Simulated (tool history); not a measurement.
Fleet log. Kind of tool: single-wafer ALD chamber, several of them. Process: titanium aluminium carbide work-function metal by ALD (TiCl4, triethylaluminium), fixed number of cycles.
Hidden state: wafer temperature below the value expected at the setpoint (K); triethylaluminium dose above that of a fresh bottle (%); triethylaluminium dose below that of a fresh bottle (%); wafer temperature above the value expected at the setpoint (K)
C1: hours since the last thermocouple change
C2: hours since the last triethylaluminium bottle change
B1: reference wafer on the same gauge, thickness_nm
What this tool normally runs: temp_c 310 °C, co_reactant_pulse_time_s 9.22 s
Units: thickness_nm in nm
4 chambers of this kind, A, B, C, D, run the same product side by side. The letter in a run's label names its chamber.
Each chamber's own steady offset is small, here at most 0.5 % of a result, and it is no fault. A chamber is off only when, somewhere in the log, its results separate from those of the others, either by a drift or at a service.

{"run": "1B", "day": 0.212, "temp_c": 310, "co_reactant_pulse_time_s": 9.22, "C1": 372.9, "C2": 900.6, "B1": 2.1101, "thickness_nm": 2.0516}
{"run": "2A", "day": 0.642, "temp_c": 310, "co_reactant_pulse_time_s": 9.22, "C1": 563.5, "C2": 490.9, "B1": 2.1106, "thickness_nm": 2.0628}
{"run": "3C", "day": 0.988, "temp_c": 310, "co_reactant_pulse_time_s": 9.22, "C1": 1343.1, "C2": 1708.9, "B1": 2.1102, "thickness_nm": 2.0617}
{"run": "4D", "day": 1.392, "temp_c": 310, "co_reactant_pulse_time_s": 9.22, "C1": 1591.3, "C2": 725.9, "B1": 2.1094, "thickness_nm": 2.0729}
{"day": 1.6, "done": "chamber D: thermocouple changed; heater temperature recalibrated"}
{"run": "5B", "day": 1.746, "temp_c": 310, "co_reactant_pulse_time_s": 9.22, "C1": 409.7, "C2": 937.4, "B1": 2.1085, "thickness_nm": 2.0525}
{"run": "6C", "day": 2.1, "temp_c": 310, "co_reactant_pulse_time_s": 9.22, "C1": 1369.8, "C2": 1735.6, "B1": 2.1097, "thickness_nm": 2.0583}
{"run": "7D", "day": 2.554, "temp_c": 310, "co_reactant_pulse_time_s": 9.22, "C1": 23, "C2": 753.8, "B1": 2.1093, "thickness_nm": 2.068}
{"run": "8A", "day": 2.942, "temp_c": 310, "co_reactant_pulse_time_s": 9.22, "C1": 618.7, "C2": 546.1, "B1": 2.1103, "thickness_nm": 2.0531}
{"run": "9A", "day": 3.196, "temp_c": 321, "co_reactant_pulse_time_s": 11.61, "C1": 624.8, "C2": 552.2, "B1": 2.1091, "thickness_nm": 2.2071}
{"day": 3.446, "done": "chamber C: triethylaluminium bottle replaced"}
{"run": "10C", "day": 3.546, "temp_c": 321, "co_reactant_pulse_time_s": 11.61, "C1": 1404.5, "C2": 2.5, "B1": 2.111, "thickness_nm": 2.2148}
{"run": "11B", "day": 3.796, "temp_c": 321, "co_reactant_pulse_time_s": 11.61, "C1": 458.9, "C2": 986.6, "B1": 2.1098, "thickness_nm": 2.1947}
{"run": "12D", "day": 4.067, "temp_c": 321, "co_reactant_pulse_time_s": 11.61, "C1": 59.3, "C2": 790.1, "B1": 2.11, "thickness_nm": 2.2154}
{"run": "13B", "day": 4.462, "temp_c": 310, "co_reactant_pulse_time_s": 9.22, "C1": 474.9, "C2": 1002.6, "B1": 2.1098, "thickness_nm": 2.0401}
{"run": "14A", "day": 4.7, "temp_c": 310, "co_reactant_pulse_time_s": 9.22, "C1": 660.9, "C2": 588.3, "B1": 2.1094, "thickness_nm": 2.0546}
{"run": "15C", "day": 5.183, "temp_c": 310, "co_reactant_pulse_time_s": 9.22, "C1": 1443.8, "C2": 41.8, "B1": 2.1101, "thickness_nm": 2.0603}
{"run": "16D", "day": 5.421, "temp_c": 310, "co_reactant_pulse_time_s": 9.22, "C1": 91.8, "C2": 822.6, "B1": 2.1101, "thickness_nm": 2.0682}
{"run": "17C", "day": 5.879, "temp_c": 310, "co_reactant_pulse_time_s": 12.04, "C1": 1460.5, "C2": 58.5, "B1": 2.1105, "thickness_nm": 2.1186}
{"run": "18A", "day": 6.217, "temp_c": 310, "co_reactant_pulse_time_s": 12.04, "C1": 697.3, "C2": 624.7, "B1": 2.1101, "thickness_nm": 2.1139}
{"run": "19B", "day": 6.638, "temp_c": 310, "co_reactant_pulse_time_s": 12.04, "C1": 527.1, "C2": 1054.8, "B1": 2.1096, "thickness_nm": 2.0906}
{"run": "20D", "day": 7.062, "temp_c": 310, "co_reactant_pulse_time_s": 12.04, "C1": 131.2, "C2": 862, "B1": 2.1105, "thickness_nm": 2.1251}
{"run": "21A", "day": 7.333, "temp_c": 310, "co_reactant_pulse_time_s": 9.22, "C1": 724.1, "C2": 651.5, "B1": 2.1081, "thickness_nm": 2.0585}
{"run": "22D", "day": 7.546, "temp_c": 310, "co_reactant_pulse_time_s": 9.22, "C1": 142.8, "C2": 873.6, "B1": 2.1104, "thickness_nm": 2.0754}
{"day": 7.642, "done": "chamber D: triethylaluminium bottle replaced"}
{"run": "23B", "day": 8.029, "temp_c": 310, "co_reactant_pulse_time_s": 9.22, "C1": 560.5, "C2": 1088.2, "B1": 2.1108, "thickness_nm": 2.0263}
{"run": "24C", "day": 8.45, "temp_c": 298, "co_reactant_pulse_time_s": 7.13, "C1": 1522.2, "C2": 120.2, "B1": 2.1094, "thickness_nm": 1.8666}
{"run": "25C", "day": 8.7, "temp_c": 298, "co_reactant_pulse_time_s": 7.13, "C1": 1528.2, "C2": 126.2, "B1": 2.11, "thickness_nm": 1.8689}
{"run": "26B", "day": 9.058, "temp_c": 298, "co_reactant_pulse_time_s": 7.13, "C1": 585.2, "C2": 1112.9, "B1": 2.1098, "thickness_nm": 1.826}
{"run": "27A", "day": 9.408, "temp_c": 298, "co_reactant_pulse_time_s": 7.13, "C1": 773.9, "C2": 701.3, "B1": 2.1103, "thickness_nm": 1.8637}
{"run": "28D", "day": 9.854, "temp_c": 310, "co_reactant_pulse_time_s": 9.22, "C1": 198.2, "C2": 53.2, "B1": 2.11, "thickness_nm": 2.0806}
{"run": "29C", "day": 10.15, "temp_c": 310, "co_reactant_pulse_time_s": 9.22, "C1": 1563, "C2": 161, "B1": 2.1107, "thickness_nm": 2.0685}
{"run": "30B", "day": 10.633, "temp_c": 310, "co_reactant_pulse_time_s": 9.22, "C1": 623, "C2": 1150.7, "B1": 2.1096, "thickness_nm": 2.0094}
{"run": "31D", "day": 10.946, "temp_c": 310, "co_reactant_pulse_time_s": 9.22, "C1": 224.4, "C2": 79.4, "B1": 2.1084, "thickness_nm": 2.0718}
{"run": "32A", "day": 11.425, "temp_c": 305, "co_reactant_pulse_time_s": 5.82, "C1": 822.3, "C2": 749.7, "B1": 2.1107, "thickness_nm": 1.824}

Each of the 4 chambers runs these same settings next. Fill in every chamber's results:
{"run": "33A", "day": 11.775, "temp_c": 324, "co_reactant_pulse_time_s": 9.22, "thickness_nm": "?"}
{"run": "33B", "day": 11.775, "temp_c": 324, "co_reactant_pulse_time_s": 9.22, "thickness_nm": "?"}
{"run": "33C", "day": 11.775, "temp_c": 324, "co_reactant_pulse_time_s": 9.22, "thickness_nm": "?"}
{"run": "33D", "day": 11.775, "temp_c": 324, "co_reactant_pulse_time_s": 9.22, "thickness_nm": "?"}

run=33A thickness_nm=2.1839
run=33B thickness_nm=2.1317
run=33C thickness_nm=2.1901
run=33D thickness_nm=2.1933
